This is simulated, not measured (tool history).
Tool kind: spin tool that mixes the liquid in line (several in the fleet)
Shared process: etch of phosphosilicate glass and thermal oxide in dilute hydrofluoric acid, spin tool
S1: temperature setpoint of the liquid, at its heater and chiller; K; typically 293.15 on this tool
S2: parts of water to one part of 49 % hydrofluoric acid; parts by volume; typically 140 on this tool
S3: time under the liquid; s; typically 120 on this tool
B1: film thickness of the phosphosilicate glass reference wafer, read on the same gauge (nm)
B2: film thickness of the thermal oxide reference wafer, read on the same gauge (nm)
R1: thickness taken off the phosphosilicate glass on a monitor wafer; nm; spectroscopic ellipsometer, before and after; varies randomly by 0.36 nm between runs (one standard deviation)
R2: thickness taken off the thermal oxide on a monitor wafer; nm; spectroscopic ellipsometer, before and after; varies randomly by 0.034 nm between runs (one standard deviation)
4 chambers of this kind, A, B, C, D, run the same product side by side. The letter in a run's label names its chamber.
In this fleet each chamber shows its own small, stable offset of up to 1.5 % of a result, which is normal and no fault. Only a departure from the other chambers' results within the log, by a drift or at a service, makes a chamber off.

| run | day | S1 | S2 | S3 | B1 | B2 | R1 | R2 |
|---|---|---|---|---|---|---|---|---|
| 1A | 0.167 | 293.15 | 140 | 120 | 120.01 | 130.01 | 48.925 | 3.2062 |
| 2B | 0.317 | 293.15 | 140 | 120 | 119.98 | 130.02 | 48.716 | 3.1219 |
| 3D | 0.496 | 293.15 | 140 | 120 | 119.98 | 130.01 | 47.952 | 3.1782 |
| 4C | 0.612 | 293.15 | 140 | 120 | 120.02 | 130.02 | 48.441 | 3.2109 |
| 5D | 0.788 | 293.15 | 140 | 120 | 119.96 | 129.98 | 47.890 | 3.2099 |
| 6A | 0.904 | 293.15 | 180 | 120 | 120.01 | 130.01 | 36.996 | 2.4038 |
| 7C | 1.075 | 293.15 | 180 | 120 | 119.97 | 129.99 | 36.020 | 2.3849 |
| 8B | 1.246 | 293.15 | 180 | 120 | 119.98 | 130.00 | 36.547 | 2.3683 |
| 9C | 1.408 | 293.15 | 180 | 120 | 120.00 | 130.02 | 35.781 | 2.4197 |
| 10A | 1.525 | 293.15 | 140 | 120 | 120.02 | 129.99 | 49.552 | 3.2799 |
| 11B | 1.604 | 293.15 | 140 | 120 | 120.01 | 130.02 | 49.763 | 3.1635 |
| 12D | 1.700 | 293.15 | 140 | 180 | 120.00 | 130.00 | 73.241 | 4.6650 |
| 13A | 1.792 | 293.15 | 140 | 180 | 119.98 | 129.99 | 75.139 | 4.9157 |
| 14D | 1.950 | 293.15 | 140 | 180 | 120.02 | 129.99 | 72.126 | 4.7279 |
| 15C | 2.054 | 293.15 | 140 | 180 | 120.01 | 130.01 | 73.041 | 4.9041 |
|  | 2.088 | chamber D: thermometer replaced |
| 16B | 2.242 | 293.15 | 140 | 120 | 119.97 | 129.98 | 49.344 | 3.1947 |
| 17A | 2.375 | 293.15 | 140 | 120 | 120.01 | 129.98 | 50.786 | 3.2980 |
| 18B | 2.483 | 293.15 | 140 | 120 | 120.02 | 130.01 | 49.034 | 3.1944 |
| 19C | 2.642 | 293.15 | 140 | 120 | 120.01 | 130.03 | 48.192 | 3.1212 |
| 20D | 2.758 | 293.15 | 140 | 120 | 120.00 | 130.03 | 47.841 | 3.1971 |
| 21D | 2.867 | 293.15 | 140 | 120 | 120.00 | 130.00 | 48.227 | 3.2137 |
| 22C | 3.017 | 293.15 | 100 | 165 | 119.98 | 130.00 | 96.722 | 6.5802 |
| 23A | 3.121 | 293.15 | 100 | 165 | 120.02 | 130.04 | 104.670 | 6.9379 |
| 24B | 3.292 | 293.15 | 100 | 165 | 120.07 | 130.01 | 99.223 | 6.4773 |
| 25C | 3.438 | 293.15 | 100 | 165 | 120.02 | 129.96 | 98.407 | 6.4851 |
| 26D | 3.542 | 293.15 | 140 | 120 | 120.02 | 130.02 | 47.805 | 3.1932 |
| 27A | 3.671 | 293.15 | 140 | 120 | 120.03 | 130.01 | 52.758 | 3.4043 |
| 28B | 3.767 | 293.15 | 140 | 120 | 120.02 | 129.98 | 48.967 | 3.1603 |
| 29A | 3.892 | 293.15 | 140 | 120 | 120.02 | 129.97 | 52.177 | 3.3921 |
| 30B | 4.000 | 293.15 | 140 | 120 | 120.00 | 130.03 | 49.230 | 3.1575 |
| 31C | 4.121 | 293.15 | 140 | 120 | 119.98 | 130.00 | 48.329 | 3.1671 |

All chambers now run identical settings, listed one chamber a line with results as question marks. What results will each chamber show?
| 32A | 4.254 | 293.15 | 140 | 120 |  |  | ? | ? |
| 32B | 4.254 | 293.15 | 140 | 120 |  |  | ? | ? |
| 32C | 4.254 | 293.15 | 140 | 120 |  |  | ? | ? |
| 32D | 4.254 | 293.15 | 140 | 120 |  |  | ? | ? |

| run | R1 | R2 |
|---|---|---|
| 32A | 52.983 | 3.5551 |
| 32B | 48.591 | 3.2102 |
| 32C | 48.262 | 3.1809 |
| 32D | 48.374 | 3.2123 |
